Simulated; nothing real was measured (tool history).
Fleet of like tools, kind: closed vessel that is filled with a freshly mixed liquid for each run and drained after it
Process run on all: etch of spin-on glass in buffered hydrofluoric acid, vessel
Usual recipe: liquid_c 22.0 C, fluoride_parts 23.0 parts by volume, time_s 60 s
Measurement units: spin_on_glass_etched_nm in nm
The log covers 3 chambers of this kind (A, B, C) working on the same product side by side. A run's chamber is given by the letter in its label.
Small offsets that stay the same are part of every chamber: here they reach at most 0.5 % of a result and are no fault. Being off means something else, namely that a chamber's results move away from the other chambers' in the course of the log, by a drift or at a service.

run,hour,liquid_c,fluoride_parts,time_s,hours since the thermometer was replaced,hours since the hydrofluoric acid flow meter was replaced,"read-back film thickness of the spin-on glass reference wafer, read on the same gauge (nm)",spin_on_glass_etched_nm
1B,6.4,22.0,23.0,60,130.5,1486.1,80.004,79.500
2C,10.5,22.0,23.0,60,1050.4,1447.3,80.003,80.683
3A,15.8,22.0,23.0,60,1302.0,423.7,80.002,80.837
4A,19.8,22.0,23.0,60,1306.0,427.7,79.994,80.347
5B,24.8,22.0,23.0,60,148.9,1504.5,80.018,81.553
6C,28.8,22.0,23.0,60,1068.7,1465.6,80.011,81.815
7B,32.5,22.0,23.0,60,156.6,1512.2,80.014,82.096
8A,38.9,22.0,23.0,60,1325.1,446.8,79.994,80.705
9C,42.8,22.0,23.0,60,1082.7,1479.6,79.989,79.026
10B,47.8,22.0,23.0,60,171.9,1527.5,79.984,79.958
11C,51.3,24.0,17.0,60,1091.2,1488.1,79.994,115.860
12A,57.0,24.0,17.0,60,1343.2,464.9,80.008,114.010
13B,63.3,24.0,17.0,60,187.4,1543.0,80.013,116.870
14C,66.3,22.0,23.0,60,1106.2,1503.1,79.989,80.958
15A,70.8,19.5,23.0,35,1357.0,478.7,79.986,38.721
16C,77.0,19.5,23.0,35,1116.9,1513.8,79.990,41.065
17A,80.4,19.5,23.0,35,1366.6,488.3,79.992,39.203
18B,85.8,22.0,23.0,60,209.9,1565.5,79.998,81.130
19B,89.9,22.0,23.0,60,214.0,1569.6,79.986,80.019
20A,96.4,22.0,23.0,60,1382.6,504.3,79.989,74.670
21C,101.5,22.0,23.0,60,1141.4,1538.3,80.008,80.755
22A,105.0,22.0,23.0,60,1391.2,512.9,79.983,73.862
23B,108.3,22.0,23.0,60,232.4,1588.0,79.988,81.035
24C,113.3,22.0,23.0,60,1153.2,1550.1,80.004,81.039
25B,119.4,22.0,18.5,30,243.5,1599.1,80.001,48.207

Is one chamber off against the others, does the gauge drift, or is nothing wrong? If a chamber is off, say which, and what the likeliest cause is.

It is chamber A that slowly wanders off from its peers.
Most likely cause: liquid colder than its thermometer reads (K) = 2.1.

Which of the 4 candidates below, each the usual settings with something changed and its results left as question marks, puts chamber A back in line with what the other chambers give on the usual settings?
In line here means within this much of the mean the other chambers give on the usual settings: spin_on_glass_etched_nm 2.400 nm
26A-1,124.1,22.0,23.0,50,,,,?
26A-2,124.1,25.5,23.0,60,,,,?
26A-3,124.1,24.0,23.0,60,,,,?
26A-4,124.1,21.0,24.5,60,,,,?

What the other chambers average on the usual settings: spin_on_glass_etched_nm 80.744 nm
run,spin_on_glass_etched_nm
26A-1,60.246
26A-2,88.129
26A-3,80.983
26A-4,65.411
Change 26A-3 lands the chamber within the allowed miss of the other chambers.

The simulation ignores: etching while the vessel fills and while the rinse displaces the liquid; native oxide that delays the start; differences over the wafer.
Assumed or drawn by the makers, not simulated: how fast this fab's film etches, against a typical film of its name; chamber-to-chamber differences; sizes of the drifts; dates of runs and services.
